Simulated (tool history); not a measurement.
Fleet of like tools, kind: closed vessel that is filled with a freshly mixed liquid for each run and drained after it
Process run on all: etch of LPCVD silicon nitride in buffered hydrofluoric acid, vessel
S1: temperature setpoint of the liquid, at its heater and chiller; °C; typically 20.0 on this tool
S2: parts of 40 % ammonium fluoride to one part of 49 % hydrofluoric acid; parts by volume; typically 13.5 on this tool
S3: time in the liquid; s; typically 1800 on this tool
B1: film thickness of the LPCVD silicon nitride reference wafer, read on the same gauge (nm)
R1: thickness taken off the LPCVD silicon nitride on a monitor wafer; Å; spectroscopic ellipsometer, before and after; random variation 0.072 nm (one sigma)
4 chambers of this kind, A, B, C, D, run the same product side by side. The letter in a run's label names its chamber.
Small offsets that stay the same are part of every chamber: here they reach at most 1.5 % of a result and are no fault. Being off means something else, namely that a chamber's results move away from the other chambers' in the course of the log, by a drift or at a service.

{"hour": 7.7, "done": "chamber C: thermometer replaced"}
{"run": "1A", "hour": 10.1, "S1": 20.0, "S2": 13.5, "S3": 1800, "B1": 69.995, "R1": 171.22}
{"run": "2D", "hour": 24.5, "S1": 20.0, "S2": 13.5, "S3": 1800, "B1": 69.98, "R1": 169.66}
{"run": "3B", "hour": 33.0, "S1": 20.0, "S2": 13.5, "S3": 1800, "B1": 69.98, "R1": 174.05}
{"run": "4C", "hour": 40.8, "S1": 20.0, "S2": 13.5, "S3": 1800, "B1": 69.984, "R1": 170.23}
{"run": "5C", "hour": 53.2, "S1": 20.0, "S2": 13.5, "S3": 1800, "B1": 69.98, "R1": 171.05}
{"run": "6D", "hour": 66.5, "S1": 20.0, "S2": 13.5, "S3": 1800, "B1": 70.013, "R1": 170.65}
{"run": "7A", "hour": 73.6, "S1": 21.5, "S2": 13.5, "S3": 1800, "B1": 69.986, "R1": 186.26}
{"hour": 77.5, "done": "chamber D: thermometer replaced"}
{"run": "8B", "hour": 83.2, "S1": 21.5, "S2": 13.5, "S3": 1800, "B1": 70.002, "R1": 188.14}
{"run": "9A", "hour": 93.1, "S1": 21.5, "S2": 13.5, "S3": 1800, "B1": 70.0, "R1": 186.76}
{"run": "10C", "hour": 107.2, "S1": 21.5, "S2": 13.5, "S3": 1800, "B1": 70.003, "R1": 186.16}
{"run": "11B", "hour": 121.4, "S1": 20.0, "S2": 13.5, "S3": 1800, "B1": 69.998, "R1": 173.05}
{"run": "12D", "hour": 133.5, "S1": 20.0, "S2": 13.5, "S3": 1800, "B1": 69.985, "R1": 169.16}
{"run": "13D", "hour": 146.8, "S1": 20.0, "S2": 9.0, "S3": 1000, "B1": 70.031, "R1": 135.0}
{"run": "14C", "hour": 155.4, "S1": 20.0, "S2": 9.0, "S3": 1000, "B1": 70.011, "R1": 136.19}
{"run": "15A", "hour": 167.5, "S1": 20.0, "S2": 9.0, "S3": 1000, "B1": 69.989, "R1": 136.34}
{"run": "16B", "hour": 178.0, "S1": 20.0, "S2": 9.0, "S3": 1000, "B1": 69.989, "R1": 139.49}
{"run": "17D", "hour": 189.0, "S1": 20.0, "S2": 13.5, "S3": 1800, "B1": 70.003, "R1": 169.49}
{"run": "18B", "hour": 198.6, "S1": 20.0, "S2": 13.5, "S3": 1800, "B1": 69.998, "R1": 175.72}
{"run": "19A", "hour": 210.5, "S1": 22.5, "S2": 13.5, "S3": 1190, "B1": 70.005, "R1": 129.27}
{"run": "20C", "hour": 218.9, "S1": 22.5, "S2": 13.5, "S3": 1190, "B1": 70.011, "R1": 130.7}
{"run": "21C", "hour": 227.8, "S1": 22.5, "S2": 13.5, "S3": 1190, "B1": 70.004, "R1": 129.9}
{"run": "22A", "hour": 240.5, "S1": 22.5, "S2": 13.5, "S3": 1190, "B1": 70.009, "R1": 130.02}
{"run": "23B", "hour": 252.9, "S1": 20.0, "S2": 8.5, "S3": 2790, "B1": 70.0, "R1": 415.6}
{"run": "24D", "hour": 268.3, "S1": 20.0, "S2": 8.5, "S3": 2790, "B1": 70.01, "R1": 398.08}
{"run": "25B", "hour": 281.4, "S1": 20.0, "S2": 8.5, "S3": 2790, "B1": 69.999, "R1": 415.71}
{"run": "26C", "hour": 296.0, "S1": 20.0, "S2": 8.5, "S3": 2790, "B1": 70.015, "R1": 405.68}
{"run": "27D", "hour": 308.6, "S1": 20.0, "S2": 13.5, "S3": 1800, "B1": 70.016, "R1": 169.05}
{"run": "28A", "hour": 318.3, "S1": 20.0, "S2": 13.5, "S3": 1800, "B1": 70.008, "R1": 169.81}
{"hour": 318.7, "done": "chamber D: hydrofluoric acid flow meter replaced"}
{"run": "29D", "hour": 329.1, "S1": 20.0, "S2": 13.5, "S3": 1800, "B1": 69.996, "R1": 168.61}
{"run": "30A", "hour": 338.5, "S1": 20.0, "S2": 13.5, "S3": 1800, "B1": 69.981, "R1": 171.26}
{"run": "31B", "hour": 353.5, "S1": 20.0, "S2": 13.5, "S3": 1800, "B1": 69.981, "R1": 177.64}
{"run": "32C", "hour": 363.7, "S1": 20.0, "S2": 13.5, "S3": 1800, "B1": 69.965, "R1": 171.37}
{"run": "33C", "hour": 377.2, "S1": 20.0, "S2": 13.5, "S3": 1800, "B1": 69.973, "R1": 171.47}
{"run": "34D", "hour": 392.8, "S1": 20.0, "S2": 13.5, "S3": 1800, "B1": 69.989, "R1": 168.68}
{"hour": 399.9, "done": "chamber C: hydrofluoric acid flow meter replaced"}
{"run": "35A", "hour": 407.8, "S1": 20.0, "S2": 13.5, "S3": 1800, "B1": 69.996, "R1": 171.55}
{"run": "36B", "hour": 422.6, "S1": 20.0, "S2": 11.5, "S3": 1800, "B1": 70.005, "R1": 208.62}
{"run": "37C", "hour": 434.8, "S1": 20.0, "S2": 11.5, "S3": 1800, "B1": 69.983, "R1": 201.45}
{"run": "38A", "hour": 441.9, "S1": 20.0, "S2": 11.5, "S3": 1800, "B1": 70.021, "R1": 202.06}
{"run": "39B", "hour": 448.6, "S1": 20.0, "S2": 11.5, "S3": 1800, "B1": 70.015, "R1": 208.54}
{"run": "40D", "hour": 456.5, "S1": 20.0, "S2": 13.5, "S3": 1800, "B1": 70.014, "R1": 169.96}
{"run": "41A", "hour": 468.0, "S1": 20.0, "S2": 13.5, "S3": 1800, "B1": 70.016, "R1": 171.24}

Decide between three cases: one chamber stands off from its peers, the gauge reading all wafers drifts, or nothing is wrong past each chamber's small offset. Where a chamber is off, say which and what most likely put it there.

Chamber B drifts away from the others.
Most likely cause: liquid hotter than its thermometer reads (K) = 0.504.
The log may not tell that from: hydrofluoric acid flow above the setpoint (%).

Here are 4 candidates for chamber B's next run, each the usual settings with a change, their results left as question marks. Which one brings its results back in line with what the others give on the usual settings?
A result is in line if it is within this distance of the other chambers' mean on the usual settings: R1 2.50 Å
{"run": "42B-1", "hour": 479.3, "S1": 20.0, "S2": 14.0, "S3": 1710, "R1": "?"}
{"run": "42B-2", "hour": 479.3, "S1": 20.0, "S2": 13.5, "S3": 1730, "R1": "?"}
{"run": "42B-3", "hour": 479.3, "S1": 20.0, "S2": 13.5, "S3": 1875, "R1": "?"}
{"run": "42B-4", "hour": 479.3, "S1": 20.0, "S2": 13.5, "S3": 1950, "R1": "?"}

On the usual settings, the other chambers give on average: R1 170.88 Å
run=42B-1 R1=163.14
run=42B-2 R1=171.05
run=42B-3 R1=185.39
run=42B-4 R1=192.81
42B-2 is the one that brings the chamber's results back in line with the other chambers.

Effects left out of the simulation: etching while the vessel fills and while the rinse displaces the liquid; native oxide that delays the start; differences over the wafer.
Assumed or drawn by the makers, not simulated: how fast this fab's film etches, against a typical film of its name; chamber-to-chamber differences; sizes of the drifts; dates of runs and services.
